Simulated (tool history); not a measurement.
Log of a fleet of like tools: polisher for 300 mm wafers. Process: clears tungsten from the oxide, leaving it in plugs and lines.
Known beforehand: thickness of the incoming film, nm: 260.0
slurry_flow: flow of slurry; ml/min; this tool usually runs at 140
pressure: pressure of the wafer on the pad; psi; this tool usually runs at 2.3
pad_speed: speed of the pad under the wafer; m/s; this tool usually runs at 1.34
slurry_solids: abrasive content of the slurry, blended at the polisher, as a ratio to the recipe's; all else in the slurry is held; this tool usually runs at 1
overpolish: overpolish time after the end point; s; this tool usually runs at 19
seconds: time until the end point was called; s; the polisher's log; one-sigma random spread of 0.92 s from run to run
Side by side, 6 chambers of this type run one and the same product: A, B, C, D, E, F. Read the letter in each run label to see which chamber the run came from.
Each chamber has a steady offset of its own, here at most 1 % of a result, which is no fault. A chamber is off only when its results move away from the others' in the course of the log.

run,hour,slurry_flow,pressure,pad_speed,slurry_solids,overpolish,wafers polished on this pad,hours since the slurry nozzle was cleaned,hours since the head pressure was calibrated,hours since the slurry blender was calibrated,hours since the slurry got fresh peroxide,seconds
1F,3.3,140,2.3,1.34,1,19,157,210.5,364.1,109.6,74.7,70.31
2D,6.6,140,2.3,1.34,1,19,188,289.5,609.6,83.7,31.8,70.288
3C,8.6,140,2.3,1.34,1,19,1164,168.5,17.2,136,39.2,70.533
4E,11.9,140,2.3,1.34,1,19,935,195.2,370.9,341.7,37.8,69.738
5A,15.4,140,1.9,1.34,1,19,599,493.2,345.3,288.8,98.4,84.888
# hour 16.1: chamber B: slurry tank refilled with fresh slurry and peroxide
# hour 17.3: chamber E: worn pad replaced by a new one
6B,18.5,140,1.9,1.34,1,19,177,52.2,72.1,100.4,2.4,85.878
7C,20.9,140,1.9,1.34,1,19,1278,180.8,29.5,148.3,51.5,83.54
# hour 22.3: chamber E: slurry blender recalibrated
8B,24.2,140,1.9,1.34,1,19,230,57.9,77.8,106.1,8.1,84.479
# hour 24.3: chamber F: slurry blender recalibrated
9E,26.5,140,1.9,1.34,1,19,85,209.8,385.5,4.3,52.4,84.601
# hour 27.6: chamber F: slurry tank refilled with fresh slurry and peroxide
10A,28.9,140,1.9,1.34,1,19,724,506.7,358.8,302.3,111.9,87.324
11D,32.9,140,2.7,1.34,1,19,432,315.8,635.9,110,58.1,60.311
# hour 35.9: chamber F: worn pad replaced by a new one
12F,36.8,140,2.7,1.34,1,19,8,244,397.6,12.6,9.3,61.671
# hour 37.1: chamber C: worn pad replaced by a new one
13A,40.2,140,2.7,1.34,1,19,829,518,370.1,313.6,123.2,60.268
# hour 43.7: chamber E: slurry tank refilled with fresh slurry and peroxide
14B,43.8,140,2.7,1.34,1,19,412,77.5,97.4,125.7,27.7,60.557
# hour 45.6: chamber A: worn pad replaced by a new one
15C,47.1,140,2.7,1.34,1,19,92,207,55.7,174.5,77.7,59.442
16D,50.2,140,2.7,1.34,1,19,592,333.1,653.2,127.3,75.4,62.905
# hour 51: chamber B: worn pad replaced by a new one
17F,53.1,140,2.3,1.34,1,19,159,260.3,413.9,28.9,25.6,71.052
18E,57,140,2.3,1.34,1,19,368,240.3,416,34.8,13.3,71.058
19F,60.6,140,2.3,1.34,1,19,229,267.8,421.4,36.4,33.1,69.745
20B,63.8,120,2.3,1.34,1,28,119,97.5,117.4,145.7,47.7,73.956
21D,65.9,120,2.3,1.34,1,28,737,348.8,668.9,143,91.1,75.844
22E,69.2,120,2.3,1.34,1,28,481,252.5,428.2,47,25.5,73.701
# hour 70.6: chamber A: slurry tank refilled with fresh slurry and peroxide
# hour 72.3: chamber E: slurry nozzle cleaned
23A,72.4,120,2.3,1.34,1,28,248,550.2,402.3,345.8,1.8,73.296
24C,74.8,120,2.3,1.34,1,28,349,234.7,83.4,202.2,105.4,71.716
# hour 75.9: chamber A: slurry nozzle cleaned
25A,78.4,120,2.3,1.34,1,28,303,2.5,408.3,351.8,7.8,72.282
26C,82.8,140,2.3,1.34,1,19,423,242.7,91.4,210.2,113.4,69.833
27E,85,140,2.8,1.34,1,19,627,12.7,444,62.8,41.3,56.956
# hour 86.3: chamber D: slurry tank refilled with fresh slurry and peroxide
28D,87.2,140,2.8,1.34,1,19,934,370.1,690.2,164.3,0.9,62.562
# hour 88.9: chamber F: worn pad replaced by a new one
29F,91,140,2.8,1.34,1,19,20,298.2,451.8,66.8,63.5,57.381
30B,93.2,140,2.8,1.34,1,19,391,126.9,146.8,175.1,77.1,56.517
31B,97.6,140,2.8,1.34,1,19,432,131.3,151.2,179.5,81.5,57.71
32D,102.1,140,2.8,1.34,1,19,1072,385,705.1,179.2,15.8,63.611
33C,104.5,140,2.3,1.34,1,19,624,264.4,113.1,231.9,135.1,70.358
34E,108.4,140,2.3,1.34,1,19,844,36.1,467.4,86.2,64.7,70.773
# hour 108.7: chamber C: slurry tank refilled with fresh slurry and peroxide
35A,111.2,140,2.3,1.34,1,19,607,35.3,441.1,384.6,40.6,70.674
36F,114.9,140,2.3,1.76,1,19,241,322.1,475.7,90.7,87.4,54.711
37C,119.3,140,2.3,1.76,1,19,761,279.2,127.9,246.7,10.7,54.073

Predict what each chamber gives when all 6 of them run the settings below next.
38A,122.6,140,1.9,1.34,1,19,,,,,,?
38B,122.6,140,1.9,1.34,1,19,,,,,,?
38C,122.6,140,1.9,1.34,1,19,,,,,,?
38D,122.6,140,1.9,1.34,1,19,,,,,,?
38E,122.6,140,1.9,1.34,1,19,,,,,,?
38F,122.6,140,1.9,1.34,1,19,,,,,,?

run,seconds
38A,84.82
38B,85.774
38C,82.751
38D,96.482
38E,83.966
38F,84.129
